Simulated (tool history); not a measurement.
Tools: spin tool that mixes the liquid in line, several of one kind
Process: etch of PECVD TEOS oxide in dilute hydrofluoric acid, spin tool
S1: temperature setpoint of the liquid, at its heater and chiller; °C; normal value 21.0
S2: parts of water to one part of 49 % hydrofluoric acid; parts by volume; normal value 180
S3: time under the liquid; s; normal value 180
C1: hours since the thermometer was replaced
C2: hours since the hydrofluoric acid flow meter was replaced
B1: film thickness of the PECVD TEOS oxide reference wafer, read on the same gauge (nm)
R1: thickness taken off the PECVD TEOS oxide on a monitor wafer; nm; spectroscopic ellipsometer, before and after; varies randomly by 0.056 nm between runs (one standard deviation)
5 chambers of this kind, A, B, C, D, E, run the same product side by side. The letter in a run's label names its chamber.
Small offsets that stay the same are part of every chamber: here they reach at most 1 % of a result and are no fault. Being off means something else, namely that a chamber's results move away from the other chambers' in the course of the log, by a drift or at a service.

| run | hour | S1 | S2 | S3 | C1 | C2 | B1 | R1 |
|---|---|---|---|---|---|---|---|---|
| 1B | 3.1 | 21.0 | 180 | 180 | 947.8 | 1055.6 | 150.03 | 7.8506 |
| 2C | 6.0 | 21.0 | 180 | 180 | 738.7 | 1571.7 | 149.99 | 8.0593 |
| 3D | 9.7 | 21.0 | 180 | 180 | 1755.2 | 415.4 | 150.01 | 7.9764 |
| 4E | 14.0 | 21.0 | 180 | 180 | 147.6 | 629.5 | 149.99 | 7.9701 |
| 5A | 17.4 | 21.0 | 180 | 180 | 55.4 | 269.8 | 150.01 | 8.0360 |
| 6E | 19.7 | 21.0 | 180 | 180 | 153.3 | 635.2 | 150.00 | 7.9723 |
| 7A | 23.5 | 21.0 | 180 | 180 | 61.5 | 275.9 | 150.01 | 8.0268 |
| 8D | 27.7 | 21.0 | 180 | 180 | 1773.2 | 433.4 | 150.03 | 8.0104 |
| 9B | 30.9 | 21.0 | 180 | 180 | 975.6 | 1083.4 | 150.00 | 7.9128 |
| 10C | 35.5 | 21.0 | 180 | 180 | 768.2 | 1601.2 | 149.95 | 8.0595 |
| 11A | 38.9 | 21.0 | 180 | 180 | 76.9 | 291.3 | 150.00 | 7.8992 |
| 12C | 41.1 | 21.0 | 95 | 180 | 773.8 | 1606.8 | 150.00 | 16.8920 |
| 13B | 44.7 | 21.0 | 95 | 180 | 989.4 | 1097.2 | 150.01 | 16.4950 |
| 14E | 49.1 | 21.0 | 95 | 180 | 182.7 | 664.6 | 150.01 | 16.4900 |
| 15D | 53.3 | 21.0 | 95 | 180 | 1798.8 | 459.0 | 149.99 | 16.6440 |
| 16D | 57.8 | 21.0 | 95 | 180 | 1803.3 | 463.5 | 150.02 | 16.5730 |
| 17B | 60.1 | 21.0 | 180 | 180 | 1004.8 | 1112.6 | 150.01 | 8.0250 |
| 18C | 63.0 | 21.0 | 180 | 180 | 795.7 | 1628.7 | 149.99 | 8.0912 |
| 19E | 65.8 | 21.0 | 180 | 180 | 199.4 | 681.3 | 149.99 | 8.0446 |
| 20A | 69.6 | 21.0 | 180 | 180 | 107.6 | 322.0 | 150.01 | 7.7587 |
| 21D | 73.3 | 17.0 | 180 | 180 | 1818.8 | 479.0 | 150.02 | 6.8199 |
| 22E | 75.8 | 17.0 | 180 | 180 | 209.4 | 691.3 | 150.03 | 6.8580 |
| 23C | 78.9 | 17.0 | 180 | 180 | 811.6 | 1644.6 | 150.01 | 6.7990 |
| 24B | 82.6 | 17.0 | 180 | 180 | 1027.3 | 1135.1 | 150.02 | 6.7629 |
| 25A | 84.7 | 17.0 | 180 | 180 | 122.7 | 337.1 | 150.01 | 6.4685 |
| 26D | 87.3 | 21.0 | 180 | 180 | 1832.8 | 493.0 | 150.02 | 8.0848 |
| 27C | 91.6 | 21.0 | 180 | 180 | 824.3 | 1657.3 | 150.02 | 8.0726 |
| 28E | 95.3 | 21.0 | 180 | 180 | 228.9 | 710.8 | 149.99 | 8.0002 |
| 29A | 98.9 | 21.0 | 180 | 180 | 136.9 | 351.3 | 149.99 | 7.4740 |
| 30B | 102.5 | 18.5 | 180 | 265 | 1047.2 | 1155.0 | 150.03 | 10.5870 |
| 31E | 105.9 | 18.5 | 180 | 265 | 239.5 | 721.4 | 150.00 | 10.7020 |
| 32D | 108.2 | 18.5 | 180 | 265 | 1853.7 | 513.9 | 149.99 | 10.6940 |
| 33C | 112.5 | 18.5 | 180 | 265 | 845.2 | 1678.2 | 150.03 | 10.7580 |
| 34A | 115.2 | 18.5 | 180 | 265 | 153.2 | 367.6 | 149.99 | 10.0060 |
| 35B | 119.0 | 21.0 | 180 | 180 | 1063.7 | 1171.5 | 150.03 | 7.9147 |
| 36A | 122.6 | 21.0 | 180 | 180 | 160.6 | 375.0 | 150.03 | 7.4969 |

What goes on in this fleet: one chamber off, a drifting gauge, or nothing beyond the chambers' own small offsets? Name the chamber and the cause, if any.

Little by little, chamber A moves away from the other chambers.
Cause: hydrofluoric acid flow below the setpoint (%) = 6.7.
It could be hard to tell apart here from: liquid colder than its thermometer reads (K).

Which of the 4 candidates below, each the usual settings with something changed and its results left as question marks, puts chamber A back in line with what the other chambers give on the usual settings?
In line here means within this much of the mean the other chambers give on the usual settings: R1 0.2000 nm
| 37A-1 | 126.0 | 21.0 | 180 | 185 |  |  |  | ? |
| 37A-2 | 126.0 | 19.0 | 180 | 180 |  |  |  | ? |
| 37A-3 | 126.0 | 21.0 | 180 | 175 |  |  |  | ? |
| 37A-4 | 126.0 | 21.0 | 170 | 180 |  |  |  | ? |

Usual-settings mean across the other chambers: R1 8.0027 nm
| run | R1 |
|---|---|
| 37A-1 | 7.6079 |
| 37A-2 | 6.8419 |
| 37A-3 | 7.1967 |
| 37A-4 | 7.9280 |
37A-4 is the one that brings the chamber's results back in line with the other chambers.

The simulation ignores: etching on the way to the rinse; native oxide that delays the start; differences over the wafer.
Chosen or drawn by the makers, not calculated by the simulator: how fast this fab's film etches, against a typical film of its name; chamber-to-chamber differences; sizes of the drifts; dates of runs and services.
